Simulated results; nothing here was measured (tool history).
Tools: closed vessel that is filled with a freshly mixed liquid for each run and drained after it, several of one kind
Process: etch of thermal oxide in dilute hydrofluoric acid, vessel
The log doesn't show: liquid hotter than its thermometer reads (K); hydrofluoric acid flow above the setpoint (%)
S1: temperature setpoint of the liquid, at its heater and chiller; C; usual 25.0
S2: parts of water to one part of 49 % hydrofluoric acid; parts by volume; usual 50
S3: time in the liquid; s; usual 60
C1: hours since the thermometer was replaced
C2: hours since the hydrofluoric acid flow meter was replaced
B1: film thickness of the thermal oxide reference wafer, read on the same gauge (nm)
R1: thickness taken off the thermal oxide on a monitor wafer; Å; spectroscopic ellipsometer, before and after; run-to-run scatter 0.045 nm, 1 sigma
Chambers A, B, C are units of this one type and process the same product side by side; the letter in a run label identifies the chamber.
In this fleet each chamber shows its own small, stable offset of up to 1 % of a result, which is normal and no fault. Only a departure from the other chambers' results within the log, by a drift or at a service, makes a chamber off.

Run 1C, hour 2.4: usual settings; C1 900.5; C2 1082.4; B1 90.005. Result: R1 62.891 Å.
Run 2A, hour 6.5: usual settings; C1 1173.6; C2 36.0; B1 89.997. Result: R1 63.458 Å.
Run 3B, hour 9.5: usual settings; C1 674.4; C2 477.7; B1 89.991. Result: R1 62.662 Å.
Run 4C, hour 12.9: usual settings; C1 911.0; C2 1092.9; B1 90.021. Result: R1 63.431 Å.
Run 5B, hour 17.8: usual settings; C1 682.7; C2 486.0; B1 90.006. Result: R1 63.355 Å.
Run 6A, hour 22.0: usual settings; C1 1189.1; C2 51.5; B1 89.989. Result: R1 63.001 Å.
Run 7B, hour 26.6: usual settings; C1 691.5; C2 494.8; B1 89.988. Result: R1 63.884 Å.
Run 8C, hour 31.2: usual settings; C1 929.3; C2 1111.2; B1 89.968. Result: R1 64.167 Å.
Run 9A, hour 33.9: usual settings; C1 1201.0; C2 63.4; B1 89.992. Result: R1 64.295 Å.
Run 10C, hour 36.5: usual settings; C1 934.6; C2 1116.5; B1 89.993. Result: R1 63.621 Å.
Run 11B, hour 38.8: usual settings; C1 703.7; C2 507.0; B1 90.003. Result: R1 63.408 Å.
Run 12A, hour 43.0: usual settings; C1 1210.1; C2 72.5; B1 89.996. Result: R1 64.644 Å.
Run 13A, hour 47.7: usual settings; C1 1214.8; C2 77.2; B1 90.003. Result: R1 64.359 Å.
Run 14C, hour 50.4: usual settings but S1 22.5 C; C1 948.5; C2 1130.4; B1 89.976. Result: R1 57.318 Å.
Run 15B, hour 54.5: usual settings but S1 22.5 C; C1 719.4; C2 522.7; B1 90.013. Result: R1 57.322 Å.
At hour 56.5: chamber C: hydrofluoric acid flow meter replaced.
Run 16A, hour 58.4: usual settings but S1 22.5 C; C1 1225.5; C2 87.9; B1 90.009. Result: R1 59.018 Å.
Run 17B, hour 62.4: usual settings; C1 727.3; C2 530.6; B1 89.980. Result: R1 62.481 Å.
Run 18C, hour 65.7: usual settings; C1 963.8; C2 9.3; B1 89.986. Result: R1 63.053 Å.
Run 19A, hour 69.6: usual settings; C1 1236.7; C2 99.1; B1 89.986. Result: R1 65.176 Å.
Run 20C, hour 72.1: usual settings; C1 970.2; C2 15.7; B1 89.994. Result: R1 63.289 Å.
Run 21B, hour 75.3: usual settings; C1 740.2; C2 543.5; B1 90.020. Result: R1 63.029 Å.
Run 22B, hour 79.5: usual settings but S3 80 s; C1 744.4; C2 547.7; B1 90.004. Result: R1 83.039 Å.
Run 23A, hour 84.8: usual settings but S3 80 s; C1 1251.9; C2 114.3; B1 90.012. Result: R1 88.151 Å.
Run 24C, hour 87.9: usual settings but S3 80 s; C1 986.0; C2 31.5; B1 90.012. Result: R1 84.887 Å.
Run 25C, hour 91.5: usual settings; C1 989.6; C2 35.1; B1 89.996. Result: R1 63.650 Å.
Run 26A, hour 96.7: usual settings; C1 1263.8; C2 126.2; B1 90.015. Result: R1 65.813 Å.
Run 27B, hour 100.9: usual settings; C1 765.8; C2 569.1; B1 90.008. Result: R1 63.016 Å.
Run 28B, hour 103.9: usual settings; C1 768.8; C2 572.1; B1 90.003. Result: R1 63.536 Å.
Run 29C, hour 108.2: usual settings; C1 1006.3; C2 51.8; B1 90.006. Result: R1 63.042 Å.
Run 30A, hour 112.2: usual settings; C1 1279.3; C2 141.7; B1 90.005. Result: R1 66.988 Å.
Run 31C, hour 116.5: usual settings; C1 1014.6; C2 60.1; B1 89.992. Result: R1 64.495 Å.
Run 32B, hour 119.3: usual settings; C1 784.2; C2 587.5; B1 90.034. Result: R1 62.908 Å.
Run 33A, hour 124.6: usual settings; C1 1291.7; C2 154.1; B1 90.004. Result: R1 67.265 Å.
Run 34C, hour 128.9: usual settings; C1 1027.0; C2 72.5; B1 90.021. Result: R1 63.788 Å.
Run 35A, hour 132.5: usual settings; C1 1299.6; C2 162.0; B1 89.979. Result: R1 67.742 Å.
Run 36B, hour 137.5: usual settings; C1 802.4; C2 605.7; B1 90.016. Result: R1 63.039 Å.
Run 37A, hour 140.2: usual settings; C1 1307.3; C2 169.7; B1 90.025. Result: R1 67.416 Å.
Run 38B, hour 145.0: usual settings; C1 809.9; C2 613.2; B1 89.988. Result: R1 63.170 Å.
Run 39C, hour 148.2: usual settings but S2 25 parts by volume; C1 1046.3; C2 91.8; B1 89.988. Result: R1 133.820 Å.
Run 40B, hour 151.7: usual settings but S2 25 parts by volume; C1 816.6; C2 619.9; B1 89.986. Result: R1 128.510 Å.
Run 41A, hour 156.2: usual settings but S2 25 parts by volume; C1 1323.3; C2 185.7; B1 89.995. Result: R1 142.680 Å.
Run 42C, hour 161.4: usual settings; C1 1059.5; C2 105.0; B1 89.986. Result: R1 64.116 Å.
Run 43A, hour 165.7: usual settings but S3 85 s; C1 1332.8; C2 195.2; B1 90.016. Result: R1 98.273 Å.
Run 44C, hour 170.1: usual settings but S3 85 s; C1 1068.2; C2 113.7; B1 89.990. Result: R1 90.296 Å.

Next, all 3 chambers run the settings below, one line each with question marks for the results. What does each chamber give?
Run 45A, hour 174.0: usual settings but S1 29.0 C. Result: R1 ?.
Run 45B, hour 174.0: usual settings but S1 29.0 C. Result: R1 ?.
Run 45C, hour 174.0: usual settings but S1 29.0 C. Result: R1 ?.

run      R1
45A  82.103
45B  73.696
45C  74.363

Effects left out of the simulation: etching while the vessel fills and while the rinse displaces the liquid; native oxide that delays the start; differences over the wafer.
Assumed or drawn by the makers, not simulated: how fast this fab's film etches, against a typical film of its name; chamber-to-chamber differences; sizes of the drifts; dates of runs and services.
